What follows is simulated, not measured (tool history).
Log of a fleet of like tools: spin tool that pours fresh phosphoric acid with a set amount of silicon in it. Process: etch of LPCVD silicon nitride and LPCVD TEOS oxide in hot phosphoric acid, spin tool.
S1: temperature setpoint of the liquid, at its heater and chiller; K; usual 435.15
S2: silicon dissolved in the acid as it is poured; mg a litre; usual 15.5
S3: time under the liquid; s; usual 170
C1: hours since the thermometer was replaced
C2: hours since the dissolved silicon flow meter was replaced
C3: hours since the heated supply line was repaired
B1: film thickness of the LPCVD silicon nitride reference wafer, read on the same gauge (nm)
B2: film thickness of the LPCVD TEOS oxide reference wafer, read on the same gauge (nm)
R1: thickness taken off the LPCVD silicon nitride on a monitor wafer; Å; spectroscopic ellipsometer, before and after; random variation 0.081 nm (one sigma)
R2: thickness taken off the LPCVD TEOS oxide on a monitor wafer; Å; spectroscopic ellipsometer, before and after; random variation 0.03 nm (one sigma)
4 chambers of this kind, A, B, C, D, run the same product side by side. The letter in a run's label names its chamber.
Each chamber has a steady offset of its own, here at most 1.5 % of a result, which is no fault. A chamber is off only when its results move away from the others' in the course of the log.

run 1D day=0.229 | S1=435.15 S2=15.5 S3=170 | C1=196.7 C2=833.2 C3=1668.9 | B1=30 B2=149.99 | R1=159.77 R2=8.0403
-- day=0.346 chamber D: heated supply line repaired
run 2C day=0.583 | S1=435.15 S2=15.5 S3=170 | C1=475 C2=752.9 C3=372.2 | B1=30.013 B2=150.01 | R1=159.98 R2=8.1323
run 3A day=0.833 | S1=435.15 S2=15.5 S3=170 | C1=616.4 C2=407.6 C3=587.2 | B1=30.014 B2=150.02 | R1=159.04 R2=7.8256
run 4B day=1.092 | S1=435.15 S2=15.5 S3=170 | C1=1358.5 C2=1401.6 C3=1667.2 | B1=29.998 B2=149.98 | R1=161.05 R2=7.7979
-- day=1.292 chamber B: dissolved silicon flow meter replaced
run 5C day=1.3 | S1=435.15 S2=15.5 S3=170 | C1=492.2 C2=770.1 C3=389.4 | B1=30.013 B2=150 | R1=160.91 R2=7.7668
run 6B day=1.588 | S1=435.15 S2=15.5 S3=170 | C1=1370.4 C2=7.2 C3=1679.1 | B1=30.008 B2=150 | R1=159.87 R2=7.9236
run 7A day=1.954 | S1=435.15 S2=15.5 S3=170 | C1=643.3 C2=434.5 C3=614.1 | B1=29.985 B2=150.02 | R1=159.06 R2=8.144
run 8D day=2.304 | S1=435.15 S2=15.5 S3=170 | C1=246.5 C2=883 C3=47.1 | B1=30 B2=150.01 | R1=159.9 R2=8.1374
run 9B day=2.479 | S1=435.15 S2=15.5 S3=170 | C1=1391.8 C2=28.6 C3=1700.5 | B1=29.992 B2=150.01 | R1=159.64 R2=8.2797
run 10C day=2.638 | S1=435.15 S2=15.5 S3=170 | C1=524.3 C2=802.2 C3=421.5 | B1=29.994 B2=150.02 | R1=161.02 R2=8.0686
run 11A day=2.954 | S1=435.15 S2=15.5 S3=170 | C1=667.3 C2=458.5 C3=638.1 | B1=30.006 B2=150.03 | R1=160.08 R2=7.8145
run 12D day=3.292 | S1=435.15 S2=15.5 S3=170 | C1=270.2 C2=906.7 C3=70.8 | B1=30.002 B2=150.01 | R1=162.7 R2=7.7826
run 13D day=3.45 | S1=435.15 S2=15.5 S3=170 | C1=274 C2=910.5 C3=74.6 | B1=29.99 B2=150.01 | R1=162.75 R2=8.473
run 14C day=3.8 | S1=435.15 S2=15.5 S3=170 | C1=552.2 C2=830.1 C3=449.4 | B1=30.018 B2=149.99 | R1=160.46 R2=7.4368
run 15A day=4.071 | S1=435.15 S2=15.5 S3=170 | C1=694.1 C2=485.3 C3=664.9 | B1=29.998 B2=149.96 | R1=160.12 R2=7.6709
run 16B day=4.292 | S1=435.15 S2=15.5 S3=170 | C1=1435.3 C2=72.1 C3=1744 | B1=30.013 B2=150.02 | R1=161.03 R2=7.7547
run 17D day=4.517 | S1=435.15 S2=15.5 S3=170 | C1=299.6 C2=936.1 C3=100.2 | B1=29.98 B2=149.99 | R1=159.95 R2=8.1306
run 18B day=4.688 | S1=435.15 S2=15.5 S3=170 | C1=1444.8 C2=81.6 C3=1753.5 | B1=30.001 B2=149.97 | R1=160.38 R2=7.797
run 19A day=4.996 | S1=435.15 S2=15.5 S3=170 | C1=716.3 C2=507.5 C3=687.1 | B1=29.996 B2=150.01 | R1=160.15 R2=8.1351
run 20C day=5.192 | S1=432.65 S2=15.5 S3=100 | C1=585.6 C2=863.5 C3=482.8 | B1=30.001 B2=150.01 | R1=86.429 R2=3.9556
-- day=5.404 chamber C: dissolved silicon flow meter replaced
run 21B day=5.558 | S1=432.65 S2=15.5 S3=100 | C1=1465.7 C2=102.5 C3=1774.4 | B1=30.01 B2=150.02 | R1=86.728 R2=3.946
run 22A day=5.779 | S1=432.65 S2=15.5 S3=100 | C1=735.1 C2=526.3 C3=705.9 | B1=30 B2=149.98 | R1=86.008 R2=3.9309
run 23C day=6.067 | S1=432.65 S2=15.5 S3=100 | C1=606.6 C2=16 C3=503.8 | B1=30.023 B2=150.01 | R1=87.109 R2=4.1499
run 24D day=6.425 | S1=435.15 S2=15.5 S3=170 | C1=345.4 C2=981.9 C3=146 | B1=30.002 B2=150.01 | R1=160.07 R2=7.6501
run 25D day=6.796 | S1=435.15 S2=15.5 S3=170 | C1=354.3 C2=990.8 C3=154.9 | B1=30.014 B2=150.01 | R1=161.27 R2=7.8966
run 26C day=7.079 | S1=435.15 S2=15.5 S3=170 | C1=630.9 C2=40.3 C3=528.1 | B1=29.991 B2=150.02 | R1=159.51 R2=7.7468
run 27A day=7.321 | S1=435.15 S2=15.5 S3=170 | C1=772.1 C2=563.3 C3=742.9 | B1=29.998 B2=150.03 | R1=160.41 R2=7.4657

All 4 chambers run these settings next. Forecast each chamber's results:
run 28A day=7.583 | S1=434.15 S2=15.5 S3=170 | R1=? R2=?
run 28B day=7.583 | S1=434.15 S2=15.5 S3=170 | R1=? R2=?
run 28C day=7.583 | S1=434.15 S2=15.5 S3=170 | R1=? R2=?
run 28D day=7.583 | S1=434.15 S2=15.5 S3=170 | R1=? R2=?

run=28A R1=155.57 R2=7.568
run=28B R1=154.49 R2=7.4348
run=28C R1=156.19 R2=7.0294
run=28D R1=154.99 R2=7.2788
